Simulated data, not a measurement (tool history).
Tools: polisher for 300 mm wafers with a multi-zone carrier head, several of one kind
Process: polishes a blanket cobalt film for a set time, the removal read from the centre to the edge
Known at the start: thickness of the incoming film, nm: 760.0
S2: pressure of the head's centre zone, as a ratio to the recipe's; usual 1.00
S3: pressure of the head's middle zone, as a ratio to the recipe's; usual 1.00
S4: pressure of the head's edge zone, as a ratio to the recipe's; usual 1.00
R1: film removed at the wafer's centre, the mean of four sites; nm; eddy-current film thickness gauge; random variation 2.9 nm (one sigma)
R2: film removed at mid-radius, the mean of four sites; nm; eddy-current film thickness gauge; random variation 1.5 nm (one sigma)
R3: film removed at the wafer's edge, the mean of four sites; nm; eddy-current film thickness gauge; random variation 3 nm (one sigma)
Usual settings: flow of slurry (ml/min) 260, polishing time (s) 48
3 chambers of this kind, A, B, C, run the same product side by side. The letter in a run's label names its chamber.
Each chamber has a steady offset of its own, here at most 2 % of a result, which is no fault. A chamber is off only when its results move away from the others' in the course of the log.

run 1C day=0.317 | flow_of_slurry_(ml/min)=260 S2=1.00 S3=1.00 S4=1.00 polishing_time_(s)=48 | R1=236.06 R2=229.40 R3=233.65
run 2A day=0.625 | flow_of_slurry_(ml/min)=260 S2=1.00 S3=1.00 S4=1.00 polishing_time_(s)=48 | R1=235.14 R2=230.19 R3=237.20
run 3B day=0.771 | flow_of_slurry_(ml/min)=260 S2=1.00 S3=1.00 S4=1.00 polishing_time_(s)=48 | R1=232.67 R2=228.11 R3=233.61
run 4C day=1.075 | flow_of_slurry_(ml/min)=260 S2=1.00 S3=1.00 S4=1.00 polishing_time_(s)=48 | R1=226.33 R2=230.09 R3=233.22
-- day=1.150 chamber B: slurry nozzle cleaned
run 5B day=1.267 | flow_of_slurry_(ml/min)=260 S2=1.00 S3=1.00 S4=1.00 polishing_time_(s)=48 | R1=234.58 R2=227.89 R3=232.21
run 6A day=1.483 | flow_of_slurry_(ml/min)=260 S2=1.00 S3=1.00 S4=1.00 polishing_time_(s)=48 | R1=228.52 R2=229.90 R3=228.43
run 7C day=1.817 | flow_of_slurry_(ml/min)=260 S2=1.00 S3=1.00 S4=1.00 polishing_time_(s)=48 | R1=228.55 R2=229.95 R3=231.18
run 8A day=2.075 | flow_of_slurry_(ml/min)=260 S2=1.00 S3=1.00 S4=1.00 polishing_time_(s)=48 | R1=231.54 R2=228.49 R3=230.08
run 9B day=2.362 | flow_of_slurry_(ml/min)=260 S2=1.00 S3=1.00 S4=1.00 polishing_time_(s)=48 | R1=231.15 R2=232.39 R3=232.40
run 10A day=2.608 | flow_of_slurry_(ml/min)=260 S2=1.00 S3=1.00 S4=1.00 polishing_time_(s)=48 | R1=224.07 R2=227.11 R3=232.32
-- day=2.896 chamber C: centre zone pressure recalibrated
run 11B day=2.929 | flow_of_slurry_(ml/min)=260 S2=1.00 S3=1.00 S4=1.00 polishing_time_(s)=48 | R1=231.72 R2=230.25 R3=234.33
run 12C day=3.096 | flow_of_slurry_(ml/min)=260 S2=1.00 S3=1.00 S4=1.00 polishing_time_(s)=48 | R1=234.00 R2=231.66 R3=233.91
run 13C day=3.425 | flow_of_slurry_(ml/min)=260 S2=0.96 S3=1.00 S4=1.00 polishing_time_(s)=37 | R1=170.21 R2=178.60 R3=179.93
-- day=3.579 chamber B: worn pad replaced by a new one
run 14A day=3.612 | flow_of_slurry_(ml/min)=260 S2=0.96 S3=1.00 S4=1.00 polishing_time_(s)=37 | R1=166.16 R2=176.57 R3=178.17
-- day=3.621 chamber C: slurry nozzle cleaned
run 15B day=3.862 | flow_of_slurry_(ml/min)=260 S2=0.96 S3=1.00 S4=1.00 polishing_time_(s)=37 | R1=172.88 R2=176.90 R3=179.82
-- day=4.079 chamber A: worn pad replaced by a new one
run 16B day=4.158 | flow_of_slurry_(ml/min)=260 S2=1.00 S3=1.00 S4=0.92 polishing_time_(s)=48 | R1=233.79 R2=230.10 R3=228.40
run 17A day=4.421 | flow_of_slurry_(ml/min)=260 S2=1.00 S3=1.00 S4=0.92 polishing_time_(s)=48 | R1=228.86 R2=228.05 R3=219.01
run 18C day=4.625 | flow_of_slurry_(ml/min)=260 S2=1.00 S3=1.00 S4=0.92 polishing_time_(s)=48 | R1=229.95 R2=229.02 R3=218.78
run 19B day=4.796 | flow_of_slurry_(ml/min)=260 S2=1.00 S3=1.00 S4=1.00 polishing_time_(s)=48 | R1=233.66 R2=230.58 R3=236.95
run 20C day=5.079 | flow_of_slurry_(ml/min)=260 S2=1.00 S3=1.00 S4=1.00 polishing_time_(s)=48 | R1=226.62 R2=229.30 R3=230.69
run 21A day=5.388 | flow_of_slurry_(ml/min)=260 S2=1.00 S3=1.00 S4=1.00 polishing_time_(s)=48 | R1=226.73 R2=229.05 R3=237.23
run 22A day=5.592 | flow_of_slurry_(ml/min)=260 S2=1.00 S3=1.00 S4=1.00 polishing_time_(s)=48 | R1=227.57 R2=229.22 R3=227.48
run 23B day=5.875 | flow_of_slurry_(ml/min)=260 S2=1.00 S3=1.00 S4=1.00 polishing_time_(s)=48 | R1=230.94 R2=226.95 R3=237.91
run 24C day=6.029 | flow_of_slurry_(ml/min)=260 S2=1.00 S3=1.00 S4=1.00 polishing_time_(s)=48 | R1=221.42 R2=226.28 R3=228.82
run 25B day=6.242 | flow_of_slurry_(ml/min)=260 S2=1.00 S3=1.00 S4=1.00 polishing_time_(s)=48 | R1=231.24 R2=229.28 R3=241.11
run 26A day=6.396 | flow_of_slurry_(ml/min)=260 S2=1.00 S3=1.00 S4=1.00 polishing_time_(s)=48 | R1=231.70 R2=226.22 R3=235.81
run 27C day=6.729 | flow_of_slurry_(ml/min)=260 S2=1.00 S3=1.00 S4=1.00 polishing_time_(s)=48 | R1=227.01 R2=223.36 R3=223.77
run 28B day=7.029 | flow_of_slurry_(ml/min)=260 S2=1.00 S3=1.00 S4=1.00 polishing_time_(s)=48 | R1=232.61 R2=229.22 R3=234.09
run 29C day=7.338 | flow_of_slurry_(ml/min)=260 S2=1.00 S3=1.00 S4=1.00 polishing_time_(s)=48 | R1=224.60 R2=220.25 R3=221.93
-- day=7.521 chamber A: worn pad replaced by a new one
-- day=7.575 chamber A: slurry nozzle cleaned
run 30A day=7.667 | flow_of_slurry_(ml/min)=260 S2=1.00 S3=1.00 S4=1.00 polishing_time_(s)=48 | R1=233.38 R2=229.54 R3=236.23
run 31C day=7.879 | flow_of_slurry_(ml/min)=260 S2=1.00 S3=1.00 S4=1.00 polishing_time_(s)=48 | R1=221.54 R2=216.28 R3=217.54
run 32A day=8.092 | flow_of_slurry_(ml/min)=260 S2=1.00 S3=1.00 S4=1.00 polishing_time_(s)=48 | R1=230.96 R2=229.53 R3=238.89
run 33B day=8.350 | flow_of_slurry_(ml/min)=260 S2=1.00 S3=1.05 S4=1.00 polishing_time_(s)=48 | R1=236.25 R2=241.28 R3=237.87
run 34C day=8.612 | flow_of_slurry_(ml/min)=260 S2=1.00 S3=1.05 S4=1.00 polishing_time_(s)=48 | R1=216.50 R2=223.80 R3=212.37
run 35A day=8.838 | flow_of_slurry_(ml/min)=260 S2=1.00 S3=1.05 S4=1.00 polishing_time_(s)=48 | R1=232.51 R2=240.56 R3=229.79
run 36B day=9.004 | flow_of_slurry_(ml/min)=320 S2=1.00 S3=1.00 S4=1.00 polishing_time_(s)=48 | R1=239.19 R2=233.16 R3=235.52
run 37B day=9.254 | flow_of_slurry_(ml/min)=320 S2=1.00 S3=1.00 S4=1.00 polishing_time_(s)=48 | R1=235.73 R2=230.94 R3=240.84
run 38A day=9.404 | flow_of_slurry_(ml/min)=320 S2=1.00 S3=1.00 S4=1.00 polishing_time_(s)=48 | R1=235.43 R2=238.69 R3=235.58
-- day=9.596 chamber B: worn pad replaced by a new one
run 39C day=9.696 | flow_of_slurry_(ml/min)=260 S2=1.00 S3=1.00 S4=1.00 polishing_time_(s)=48 | R1=207.75 R2=211.06 R3=212.58
-- day=9.775 chamber A: edge zone pressure recalibrated
run 40B day=9.888 | flow_of_slurry_(ml/min)=260 S2=1.00 S3=1.00 S4=1.00 polishing_time_(s)=48 | R1=231.57 R2=229.12 R3=232.70
run 41C day=10.167 | flow_of_slurry_(ml/min)=260 S2=1.00 S3=1.00 S4=1.00 polishing_time_(s)=48 | R1=210.42 R2=208.63 R3=212.49
run 42A day=10.383 | flow_of_slurry_(ml/min)=260 S2=1.00 S3=1.00 S4=1.00 polishing_time_(s)=48 | R1=231.85 R2=226.87 R3=232.68
run 43B day=10.571 | flow_of_slurry_(ml/min)=260 S2=1.00 S3=1.00 S4=1.00 polishing_time_(s)=48 | R1=233.53 R2=230.45 R3=236.33

What goes on in this fleet: one chamber off, a drifting gauge, or nothing beyond the chambers' own small offsets? Name the chamber and the cause, if any.

Chamber C drifts away from the others.
Cause: removal rate lost through wear of the pad, % = 10.6.

Here are 4 candidates for chamber C's next run, each the usual settings with a change, their results left as question marks. Which one brings its results back in line with what the others give on the usual settings?
In line means no further than this from the other chambers' mean on the usual settings: R1 10.00 nm; R2 5.20 nm; R3 11.00 nm
run 44C-1 day=10.812 | flow_of_slurry_(ml/min)=260 S2=1.00 S3=1.01 S4=0.99 polishing_time_(s)=43 | R1=? R2=? R3=?
run 44C-2 day=10.812 | flow_of_slurry_(ml/min)=255 S2=1.00 S3=1.01 S4=0.98 polishing_time_(s)=38 | R1=? R2=? R3=?
run 44C-3 day=10.812 | flow_of_slurry_(ml/min)=265 S2=1.00 S3=0.99 S4=1.02 polishing_time_(s)=60 | R1=? R2=? R3=?
run 44C-4 day=10.812 | flow_of_slurry_(ml/min)=260 S2=1.00 S3=1.00 S4=1.01 polishing_time_(s)=53 | R1=? R2=? R3=?

The other chambers' mean on the usual settings: R1 231.22 nm; R2 229.81 nm; R3 233.77 nm
run=44C-1 R1=185.89 R2=186.79 R3=185.48
run=44C-2 R1=163.87 R2=164.71 R3=162.78
run=44C-3 R1=259.95 R2=256.48 R3=263.41
run=44C-4 R1=229.10 R2=228.15 R3=231.06
44C-4 brings the chamber back in line.
